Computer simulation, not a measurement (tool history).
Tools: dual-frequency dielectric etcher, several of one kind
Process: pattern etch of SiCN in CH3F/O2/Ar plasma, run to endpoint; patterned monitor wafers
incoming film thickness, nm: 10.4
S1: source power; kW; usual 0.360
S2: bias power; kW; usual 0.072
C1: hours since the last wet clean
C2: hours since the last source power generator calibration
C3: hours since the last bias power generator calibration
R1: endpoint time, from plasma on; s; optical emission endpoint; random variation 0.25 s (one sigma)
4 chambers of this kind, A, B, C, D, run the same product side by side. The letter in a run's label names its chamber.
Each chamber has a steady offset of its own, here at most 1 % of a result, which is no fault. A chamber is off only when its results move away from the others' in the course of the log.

run,hour,S1,S2,C1,C2,C3,R1
1D,2.2,0.360,0.072,284.4,950.8,3635.2,29.413
2B,5.3,0.360,0.072,392.3,1041.8,1422.7,29.167
3A,8.8,0.360,0.072,227.4,2023.4,1013.0,28.692
4C,11.5,0.360,0.072,285.2,984.0,1305.5,29.133
5A,14.8,0.290,0.072,233.4,2029.4,1019.0,31.031
6C,18.0,0.290,0.072,291.7,990.5,1312.0,31.658
7B,20.8,0.290,0.072,407.8,1057.3,1438.2,31.660
8D,23.1,0.290,0.072,305.3,971.7,3656.1,31.607
9D,26.4,0.360,0.072,308.6,975.0,3659.4,29.195
10A,29.7,0.390,0.072,248.3,2044.3,1033.9,27.928
11B,32.8,0.390,0.072,419.8,1069.3,1450.2,28.175
12C,35.1,0.390,0.072,308.8,1007.6,1329.1,28.147
13D,37.4,0.390,0.072,319.6,986.0,3670.4,28.078
14C,41.6,0.360,0.072,315.3,1014.1,1335.6,29.608
# hour 43.2: chamber C: wet clean of the chamber
15A,43.9,0.360,0.072,262.5,2058.5,1048.1,28.533
16B,46.4,0.360,0.072,433.4,1082.9,1463.8,29.091
17C,49.8,0.360,0.072,6.7,1022.3,1343.8,27.828
18D,53.0,0.360,0.072,335.2,1001.6,3686.0,28.598
19B,56.3,0.360,0.072,443.3,1092.8,1473.7,28.748
20A,58.6,0.360,0.072,277.2,2073.2,1062.8,28.442
21B,61.6,0.430,0.088,448.6,1098.1,1479.0,25.448
22C,63.5,0.430,0.088,20.4,1036.0,1357.5,24.003
23A,67.5,0.430,0.088,286.1,2082.1,1071.7,25.025
24D,69.5,0.430,0.088,351.7,1018.1,3702.5,25.851
25A,71.3,0.360,0.072,289.9,2085.9,1075.5,28.566
26B,75.2,0.360,0.072,462.2,1111.7,1492.6,29.474
27D,77.2,0.360,0.072,359.4,1025.8,3710.2,29.328
28C,80.8,0.360,0.072,37.7,1053.3,1374.8,27.520
29B,83.7,0.360,0.072,470.7,1120.2,1501.1,29.019
30D,87.9,0.360,0.072,370.1,1036.5,3720.9,28.792
31A,90.5,0.320,0.061,309.1,2105.1,1094.7,32.052
32C,92.9,0.320,0.061,49.8,1065.4,1386.9,30.839
33D,96.6,0.320,0.061,378.8,1045.2,3729.6,31.788
34B,99.1,0.320,0.061,486.1,1135.6,1516.5,32.579
35C,101.7,0.360,0.072,58.6,1074.2,1395.7,28.108
# hour 105.4: chamber D: wet clean of the chamber
36A,105.9,0.360,0.072,324.5,2120.5,1110.1,28.539
37C,109.6,0.320,0.057,66.5,1082.1,1403.6,31.594
38A,113.0,0.320,0.057,331.6,2127.6,1117.2,32.359
39D,115.9,0.320,0.057,10.5,1064.5,3748.9,33.079
40B,118.8,0.320,0.057,505.8,1155.3,1536.2,33.358
41B,122.4,0.360,0.072,509.4,1158.9,1539.8,29.263
42D,124.3,0.360,0.072,18.9,1072.9,3757.3,29.369

What goes on in this fleet: one chamber off, a drifting gauge, or nothing beyond the chambers' own small offsets? Name the chamber and the cause, if any.

A service left chamber C off against the others.
Cause: etch rate over this chamber's usual, % = 4.89.

Here are 4 candidates for chamber C's next run, each the usual settings with a change, their results left as question marks. Which one brings its results back in line with what the others give on the usual settings?
In line means no further than this from the other chambers' mean on the usual settings: R1 0.870 s
43C-1,127.3,0.360,0.091,,,,?
43C-2,127.3,0.360,0.064,,,,?
43C-3,127.3,0.280,0.072,,,,?
43C-4,127.3,0.360,0.080,,,,?

The other chambers' mean on the usual settings: R1 28.899 s
run,R1
43C-1,25.520
43C-2,29.017
43C-3,30.550
43C-4,26.774
43C-2 brings the chamber back in line.
